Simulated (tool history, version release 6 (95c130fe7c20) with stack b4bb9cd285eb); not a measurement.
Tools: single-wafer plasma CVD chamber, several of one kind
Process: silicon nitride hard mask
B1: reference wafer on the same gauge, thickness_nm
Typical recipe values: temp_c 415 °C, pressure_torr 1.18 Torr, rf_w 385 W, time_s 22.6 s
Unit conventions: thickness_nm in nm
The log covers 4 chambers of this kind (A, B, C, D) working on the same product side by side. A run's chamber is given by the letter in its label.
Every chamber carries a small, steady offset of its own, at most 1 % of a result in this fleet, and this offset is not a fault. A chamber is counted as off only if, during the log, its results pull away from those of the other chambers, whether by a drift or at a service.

Run 1B, hour 10.4: usual settings; B1 24.996. Result: thickness_nm 27.627 nm.
Run 2C, hour 16.8: usual settings; B1 24.986. Result: thickness_nm 27.783 nm.
Run 3A, hour 26.2: usual settings; B1 24.99. Result: thickness_nm 27.6 nm.
Run 4D, hour 36.9: usual settings; B1 24.976. Result: thickness_nm 27.681 nm.
Run 5A, hour 46.1: usual settings; B1 24.977. Result: thickness_nm 27.647 nm.
Run 6B, hour 55.5: usual settings but temp_c 420 °C; B1 24.966. Result: thickness_nm 27.559 nm.
Run 7C, hour 65.6: usual settings but temp_c 420 °C; B1 24.962. Result: thickness_nm 27.722 nm.
Run 8D, hour 73.4: usual settings but temp_c 420 °C; B1 24.961. Result: thickness_nm 27.671 nm.
Run 9A, hour 80.4: usual settings but temp_c 420 °C; B1 24.961. Result: thickness_nm 27.485 nm.
Run 10D, hour 87.6: usual settings; B1 24.957. Result: thickness_nm 27.748 nm.
At hour 91.6: chamber B: thermocouple changed; heater temperature recalibrated.
Run 11B, hour 93.7: usual settings; B1 24.936. Result: thickness_nm 27.609 nm.
Run 12C, hour 98.6: usual settings but temp_c 423 °C; B1 24.953. Result: thickness_nm 27.601 nm.
Run 13A, hour 109.1: usual settings but temp_c 423 °C; B1 24.937. Result: thickness_nm 27.449 nm.
Run 14C, hour 115.4: usual settings but temp_c 423 °C; B1 24.933. Result: thickness_nm 27.596 nm.
Run 15B, hour 125.5: usual settings but temp_c 423 °C; B1 24.926. Result: thickness_nm 27.473 nm.
Run 16D, hour 131.8: usual settings; B1 24.924. Result: thickness_nm 27.634 nm.
Run 17B, hour 138.9: usual settings; B1 24.914. Result: thickness_nm 27.554 nm.
Run 18A, hour 149.5: usual settings; B1 24.916. Result: thickness_nm 27.535 nm.
Run 19D, hour 158.4: usual settings; B1 24.904. Result: thickness_nm 27.656 nm.
Run 20C, hour 168.4: usual settings; B1 24.908. Result: thickness_nm 27.705 nm.
Run 21D, hour 179.6: usual settings; B1 24.892. Result: thickness_nm 27.578 nm.
At hour 181.5: chamber B: RF generator calibrated.
Run 22B, hour 189.5: usual settings but pressure_torr 1.45 Torr, time_s 26.9 s; B1 24.891. Result: thickness_nm 34.797 nm.
Run 23C, hour 199.9: usual settings but pressure_torr 1.45 Torr, time_s 26.9 s; B1 24.883. Result: thickness_nm 35.1 nm.
Run 24A, hour 204.8: usual settings but pressure_torr 1.45 Torr, time_s 26.9 s; B1 24.877. Result: thickness_nm 34.896 nm.

Next, every chamber runs the same settings. What will each give?
Run 25A, hour 212.9: usual settings. Result: thickness_nm ?.
Run 25B, hour 212.9: usual settings. Result: thickness_nm ?.
Run 25C, hour 212.9: usual settings. Result: thickness_nm ?.
Run 25D, hour 212.9: usual settings. Result: thickness_nm ?.

run  thickness_nm
25A         27.56
25B        27.455
25C        27.694
25D        27.636

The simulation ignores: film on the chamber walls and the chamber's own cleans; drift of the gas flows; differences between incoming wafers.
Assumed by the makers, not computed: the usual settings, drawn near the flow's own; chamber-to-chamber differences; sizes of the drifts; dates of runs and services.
